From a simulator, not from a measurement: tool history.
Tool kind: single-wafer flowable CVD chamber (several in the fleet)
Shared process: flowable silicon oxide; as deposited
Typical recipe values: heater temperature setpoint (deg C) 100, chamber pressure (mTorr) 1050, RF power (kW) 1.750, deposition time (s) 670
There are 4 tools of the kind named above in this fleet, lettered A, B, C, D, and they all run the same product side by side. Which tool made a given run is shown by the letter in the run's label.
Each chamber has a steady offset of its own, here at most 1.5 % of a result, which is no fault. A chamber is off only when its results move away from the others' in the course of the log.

run,hour,heater temperature setpoint (deg C),chamber pressure (mTorr),RF power (kW),deposition time (s),hours since the last thermocouple change,hours since the last RF generator calibration,hours since the last manometer calibration,"read-back reference wafer on the same gauge, thickness_nm",mean film thickness on the monitor wafer (Å)
1C,7.1,100,1050,1.750,670,808.7,2151.4,1276.1,450.54,5495.1
2B,12.7,100,1050,1.750,670,573.9,808.0,630.3,449.92,5467.9
3A,18.2,100,1050,1.750,670,478.7,1113.2,893.9,449.59,5560.8
4D,25.9,100,1050,1.750,670,255.7,1526.3,2546.6,450.06,5586.4
5B,35.3,100,1050,1.750,670,596.5,830.6,652.9,449.86,5511.1
6A,42.5,100,1050,1.750,670,503.0,1137.5,918.2,449.34,5560.1
7C,52.2,100,1050,1.750,670,853.8,2196.5,1321.2,449.84,5532.0
8D,62.0,100,1050,1.750,670,291.8,1562.4,2582.7,450.02,5643.2
9C,70.9,100,1050,1.750,670,872.5,2215.2,1339.9,449.87,5518.1
10D,80.7,115,1050,1.750,670,310.5,1581.1,2601.4,450.07,3407.7
11A,87.6,115,1050,1.750,670,548.1,1182.6,963.3,450.09,3433.2
12B,94.3,115,1050,1.750,670,655.5,889.6,711.9,450.07,3310.4
13A,101.0,115,1050,1.750,670,561.5,1196.0,976.7,450.02,3398.4
14B,110.4,100,1050,1.750,670,671.6,905.7,728.0,450.03,5454.7
15D,116.6,100,1050,1.750,670,346.4,1617.0,2637.3,450.31,5576.9
16C,121.2,100,1050,1.750,670,922.8,2265.5,1390.2,450.50,5404.0
17B,130.1,100,1050,1.750,670,691.3,925.4,747.7,450.31,5530.5
# hour 131.9: chamber D: RF generator calibrated
18A,136.4,100,1050,1.750,670,596.9,1231.4,1012.1,449.70,5565.8
19D,143.0,100,1050,1.750,670,372.8,11.1,2663.7,449.58,5636.9
20C,152.4,100,1050,1.750,670,954.0,2296.7,1421.4,450.45,5337.5
21A,160.8,89,1050,1.750,670,621.3,1255.8,1036.5,450.21,8019.5
22D,166.1,89,1050,1.750,670,395.9,34.2,2686.8,449.85,8052.9
23C,173.8,89,1050,1.750,670,975.4,2318.1,1442.8,449.94,7755.7
24B,179.6,89,1050,1.750,670,740.8,974.9,797.2,449.50,7886.5
25A,187.8,105,1050,1.475,670,648.3,1282.8,1063.5,450.65,4503.1

All chambers now run identical settings, listed one chamber a line with results as question marks. What results will each chamber show?
26A,194.8,100,850,1.750,670,,,,,?
26B,194.8,100,850,1.750,670,,,,,?
26C,194.8,100,850,1.750,670,,,,,?
26D,194.8,100,850,1.750,670,,,,,?

run,mean film thickness on the monitor wafer (Å)
26A,4301.7
26B,4282.8
26C,4089.5
26D,4331.9
